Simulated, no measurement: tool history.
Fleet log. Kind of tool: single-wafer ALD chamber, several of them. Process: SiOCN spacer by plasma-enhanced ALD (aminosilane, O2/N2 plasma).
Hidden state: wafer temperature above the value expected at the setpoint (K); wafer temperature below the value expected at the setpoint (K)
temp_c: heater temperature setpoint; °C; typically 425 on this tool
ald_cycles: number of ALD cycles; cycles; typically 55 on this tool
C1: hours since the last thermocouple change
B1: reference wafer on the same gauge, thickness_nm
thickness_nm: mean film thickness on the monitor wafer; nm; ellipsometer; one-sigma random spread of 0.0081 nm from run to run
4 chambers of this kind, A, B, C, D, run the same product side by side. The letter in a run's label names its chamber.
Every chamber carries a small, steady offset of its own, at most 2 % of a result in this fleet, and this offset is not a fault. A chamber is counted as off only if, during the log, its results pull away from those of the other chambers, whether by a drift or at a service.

run 1B hour=5.9 | temp_c=425 ald_cycles=55 | C1=379.6 | B1=3.3480 | thickness_nm=3.0969
run 2D hour=13.8 | temp_c=425 ald_cycles=55 | C1=737.7 | B1=3.3493 | thickness_nm=3.1140
run 3C hour=20.6 | temp_c=425 ald_cycles=55 | C1=1455.0 | B1=3.3489 | thickness_nm=3.1058
run 4A hour=27.2 | temp_c=425 ald_cycles=55 | C1=299.0 | B1=3.3522 | thickness_nm=3.0856
run 5D hour=32.1 | temp_c=425 ald_cycles=55 | C1=756.0 | B1=3.3500 | thickness_nm=3.1013
run 6B hour=39.5 | temp_c=425 ald_cycles=55 | C1=413.2 | B1=3.3495 | thickness_nm=3.1160
run 7C hour=46.2 | temp_c=425 ald_cycles=55 | C1=1480.6 | B1=3.3503 | thickness_nm=3.1143
run 8A hour=51.1 | temp_c=425 ald_cycles=55 | C1=322.9 | B1=3.3495 | thickness_nm=3.0959
run 9B hour=58.0 | temp_c=425 ald_cycles=55 | C1=431.7 | B1=3.3496 | thickness_nm=3.1068
run 10D hour=64.6 | temp_c=425 ald_cycles=55 | C1=788.5 | B1=3.3510 | thickness_nm=3.1137
run 11A hour=72.4 | temp_c=425 ald_cycles=55 | C1=344.2 | B1=3.3500 | thickness_nm=3.0608
run 12C hour=77.3 | temp_c=425 ald_cycles=55 | C1=1511.7 | B1=3.3499 | thickness_nm=3.0993
run 13C hour=81.2 | temp_c=425 ald_cycles=55 | C1=1515.6 | B1=3.3494 | thickness_nm=3.1090
run 14B hour=87.2 | temp_c=425 ald_cycles=55 | C1=460.9 | B1=3.3509 | thickness_nm=3.1133
run 15D hour=92.6 | temp_c=425 ald_cycles=59 | C1=816.5 | B1=3.3483 | thickness_nm=3.3350
run 16A hour=96.1 | temp_c=425 ald_cycles=59 | C1=367.9 | B1=3.3512 | thickness_nm=3.3244
run 17B hour=104.0 | temp_c=425 ald_cycles=59 | C1=477.7 | B1=3.3509 | thickness_nm=3.3470
run 18A hour=110.9 | temp_c=425 ald_cycles=59 | C1=382.7 | B1=3.3501 | thickness_nm=3.3090
run 19D hour=116.7 | temp_c=425 ald_cycles=55 | C1=840.6 | B1=3.3493 | thickness_nm=3.1049
run 20C hour=122.0 | temp_c=425 ald_cycles=55 | C1=1556.4 | B1=3.3493 | thickness_nm=3.0762
run 21D hour=126.9 | temp_c=425 ald_cycles=55 | C1=850.8 | B1=3.3513 | thickness_nm=3.1028
run 22B hour=132.6 | temp_c=425 ald_cycles=55 | C1=506.3 | B1=3.3495 | thickness_nm=3.1294
run 23C hour=136.9 | temp_c=425 ald_cycles=55 | C1=1571.3 | B1=3.3498 | thickness_nm=3.0812
run 24A hour=144.8 | temp_c=425 ald_cycles=55 | C1=416.6 | B1=3.3508 | thickness_nm=3.0889
run 25C hour=149.7 | temp_c=425 ald_cycles=55 | C1=1584.1 | B1=3.3488 | thickness_nm=3.0587
run 26B hour=153.5 | temp_c=425 ald_cycles=55 | C1=527.2 | B1=3.3512 | thickness_nm=3.1199
run 27A hour=159.7 | temp_c=425 ald_cycles=55 | C1=431.5 | B1=3.3482 | thickness_nm=3.0892
run 28D hour=165.5 | temp_c=425 ald_cycles=55 | C1=889.4 | B1=3.3483 | thickness_nm=3.1035
run 29B hour=170.3 | temp_c=425 ald_cycles=55 | C1=544.0 | B1=3.3491 | thickness_nm=3.1127

All 4 chambers run these settings next. Forecast each chamber's results:
run 30A hour=176.1 | temp_c=425 ald_cycles=55 | thickness_nm=?
run 30B hour=176.1 | temp_c=425 ald_cycles=55 | thickness_nm=?
run 30C hour=176.1 | temp_c=425 ald_cycles=55 | thickness_nm=?
run 30D hour=176.1 | temp_c=425 ald_cycles=55 | thickness_nm=?

run=30A thickness_nm=3.0651
run=30B thickness_nm=3.1158
run=30C thickness_nm=3.0371
run=30D thickness_nm=3.1170
